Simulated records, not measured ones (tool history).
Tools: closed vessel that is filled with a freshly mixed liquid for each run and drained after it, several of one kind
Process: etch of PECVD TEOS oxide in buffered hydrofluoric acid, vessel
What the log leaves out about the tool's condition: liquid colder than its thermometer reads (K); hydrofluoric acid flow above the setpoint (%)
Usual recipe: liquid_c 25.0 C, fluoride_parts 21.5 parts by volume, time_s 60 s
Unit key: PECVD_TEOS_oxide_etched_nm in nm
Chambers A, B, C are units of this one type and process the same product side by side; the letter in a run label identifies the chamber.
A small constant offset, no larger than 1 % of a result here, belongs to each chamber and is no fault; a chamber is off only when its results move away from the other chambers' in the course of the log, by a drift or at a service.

run,day,liquid_c,fluoride_parts,time_s,hours since the thermometer was replaced,hours since the hydrofluoric acid flow meter was replaced,"read-back film thickness of the PECVD TEOS oxide reference wafer, read on the same gauge (nm)",PECVD_TEOS_oxide_etched_nm
1B,0.212,25.0,21.5,60,638.0,722.2,110.00,88.795
2C,0.404,25.0,21.5,60,460.6,73.0,109.98,89.983
3A,0.529,25.0,21.5,60,491.3,320.8,110.00,90.100
4C,0.721,25.0,21.5,60,468.2,80.6,110.02,89.414
5B,0.879,25.0,21.5,60,654.0,738.2,109.99,88.732
6A,1.075,25.0,21.5,60,504.4,333.9,109.98,89.012
7B,1.233,25.0,21.5,60,662.5,746.7,110.01,87.775
8C,1.392,25.0,21.5,60,484.3,96.7,110.04,88.193
9A,1.621,25.0,21.5,60,517.5,347.0,109.99,88.578
10B,1.796,25.0,21.5,60,676.0,760.2,110.00,89.247
11C,1.950,25.0,21.5,60,497.7,110.1,110.03,90.628
12A,2.108,25.0,21.5,60,529.2,358.7,110.00,90.483
13C,2.271,25.0,21.5,60,505.4,117.8,110.00,90.009
14B,2.400,25.0,21.5,60,690.5,774.7,109.98,87.438
15A,2.617,25.0,21.5,60,541.4,370.9,110.03,90.414
16C,2.808,25.0,14.0,30,518.3,130.7,109.98,66.016
17A,2.929,25.0,14.0,30,548.9,378.4,110.03,67.862
18B,3.050,25.0,14.0,30,706.1,790.3,109.99,66.211
19B,3.229,22.0,21.5,95,710.4,794.6,110.01,119.770
20C,3.371,22.0,21.5,95,531.8,144.2,110.02,121.140
21A,3.538,22.0,21.5,95,563.5,393.0,109.98,124.330
22C,3.704,25.0,21.5,60,539.8,152.2,110.03,88.948
23B,3.875,25.0,21.5,60,725.9,810.1,110.01,88.069
24A,3.992,25.0,21.5,60,574.4,403.9,110.00,91.578
25B,4.129,25.0,26.0,60,732.0,816.2,110.03,77.396
26C,4.333,25.0,26.0,60,554.9,167.3,109.99,78.513
27A,4.550,25.0,26.0,60,587.8,417.3,110.04,81.705
28C,4.721,25.0,21.5,60,564.2,176.6,109.97,90.412
29A,4.908,25.0,21.5,60,596.4,425.9,109.99,93.222
30B,5.021,25.0,21.5,60,753.4,837.6,110.01,87.616
31C,5.238,25.0,21.5,60,576.6,189.0,110.01,89.925
32A,5.379,22.5,27.0,60,607.7,437.2,110.02,70.184
33B,5.542,22.5,27.0,60,765.9,850.1,110.00,65.701
34C,5.721,22.5,27.0,60,588.2,200.6,110.01,66.919
35B,5.892,25.0,21.5,60,774.3,858.5,109.95,87.740

Which is it: a chamber that has drifted or been left off by a service, a gauge drift common to all chambers, or only each chamber's usual small offset? If a chamber is off, name it and its likeliest cause.

One chamber, A, drifts off from the rest bit by bit.
Cause: hydrofluoric acid flow above the setpoint (%) = 9.44.
From this log alone, it may not be told apart from: liquid hotter than its thermometer reads (K).

Chamber A could run next with any of the 4 candidate recipes listed below; each alters the usual settings, and their results appear as question marks. Which one brings its results back in line with what the other chambers deliver on the usual settings?
In line here means within this much of the mean the other chambers give on the usual settings: PECVD_TEOS_oxide_etched_nm 2.000 nm
36A-1,6.058,25.0,21.0,60,,,,?
36A-2,6.058,25.0,20.0,60,,,,?
36A-3,6.058,23.5,21.5,60,,,,?
36A-4,6.058,24.5,21.5,60,,,,?

The other chambers' mean on the usual settings: PECVD_TEOS_oxide_etched_nm 88.922 nm
run,PECVD_TEOS_oxide_etched_nm
36A-1,98.130
36A-2,102.890
36A-3,88.462
36A-4,93.387
36A-3 brings the chamber back in line.

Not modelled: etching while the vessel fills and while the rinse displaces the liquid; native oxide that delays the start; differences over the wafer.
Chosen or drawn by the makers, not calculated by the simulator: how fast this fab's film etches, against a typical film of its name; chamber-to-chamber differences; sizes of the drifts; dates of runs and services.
